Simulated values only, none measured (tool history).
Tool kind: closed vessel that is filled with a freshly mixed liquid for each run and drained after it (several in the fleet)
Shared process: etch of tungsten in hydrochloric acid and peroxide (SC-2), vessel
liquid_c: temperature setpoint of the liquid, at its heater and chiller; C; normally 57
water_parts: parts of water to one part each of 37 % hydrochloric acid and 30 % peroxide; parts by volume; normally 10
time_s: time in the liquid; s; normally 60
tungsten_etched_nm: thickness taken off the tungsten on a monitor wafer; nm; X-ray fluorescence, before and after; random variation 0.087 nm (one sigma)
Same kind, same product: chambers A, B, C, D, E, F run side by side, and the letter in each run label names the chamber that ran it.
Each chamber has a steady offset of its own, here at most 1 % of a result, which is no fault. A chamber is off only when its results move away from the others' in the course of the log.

run,hour,liquid_c,water_parts,time_s,"read-back film thickness of the tungsten reference wafer, read on the same gauge (nm)",tungsten_etched_nm
1D,3.1,57,10,60,50.003,21.111
2C,6.4,57,10,60,49.981,21.17
# hour 7.6: chamber F: new drum of peroxide connected
3B,12.2,57,10,60,49.984,21.221
4A,18,57,10,60,50.027,21.312
5E,21.9,57,10,60,50.022,21.132
6F,25.9,57,10,60,50.016,21.144
7F,29.2,57,10,60,50.011,21.173
8D,32.6,57,10,60,50.005,21.204
9E,38.5,52.5,7.5,60,49.999,19.919
10A,42.4,52.5,7.5,60,49.997,19.88
# hour 47.6: chamber D: new drum of peroxide connected
11C,48.3,52.5,7.5,60,50.034,19.83
12B,53.2,52.5,7.5,60,50.035,19.873
13E,56.7,52.5,7.5,60,50.006,19.921
14C,61.6,52.5,7.5,60,49.994,19.858
15D,66.3,57,10,60,50.001,21.044
16A,69.5,54,11.5,60,49.999,15.719
17B,73.1,54,11.5,60,49.982,15.446
18F,76.9,54,11.5,60,50.008,15.367
19A,82.9,54,11.5,60,49.993,15.41
20F,89.3,54,11.5,60,50.019,15.491
21B,93.1,54,11.5,60,50.009,15.666
22C,98.4,57,10,60,49.996,21.005
23E,103.6,66.5,10,45,49.996,28.138
24D,110.5,66.5,10,45,49.991,28.897
25E,113.6,66.5,10,45,49.996,28.261
26A,116.9,66.5,10,45,49.995,28.678
27F,121.8,66.5,10,45,49.995,28.911
28C,126.6,66.5,10,45,50.01,28.894
29D,130.5,57,10,60,50,21.081
30B,136.5,57,10,60,49.975,21.092
31C,140.9,57,7,85,50.005,40.118
32A,144.9,57,7,85,50.001,39.694
33D,148.7,57,7,85,49.996,40.209
34E,155.8,57,7,85,50.028,39.565
35F,159.1,57,7,85,49.994,40.352
36B,162.3,57,7,85,50.017,39.539
37F,166.8,62,10,60,50.005,29.061
38B,170,62,10,60,49.994,28.721
39E,176.2,62,10,60,50.001,28.682
40C,182.3,62,10,60,49.998,28.996
41D,186.4,62,10,60,49.999,29.141

Predict what each chamber gives when all 6 of them run the settings below next.
42A,191.5,57,8,60,,?
42B,191.5,57,8,60,,?
42C,191.5,57,8,60,,?
42D,191.5,57,8,60,,?
42E,191.5,57,8,60,,?
42F,191.5,57,8,60,,?

run,tungsten_etched_nm
42A,25.355
42B,25.377
42C,25.386
42D,25.278
42E,25.163
42F,25.218
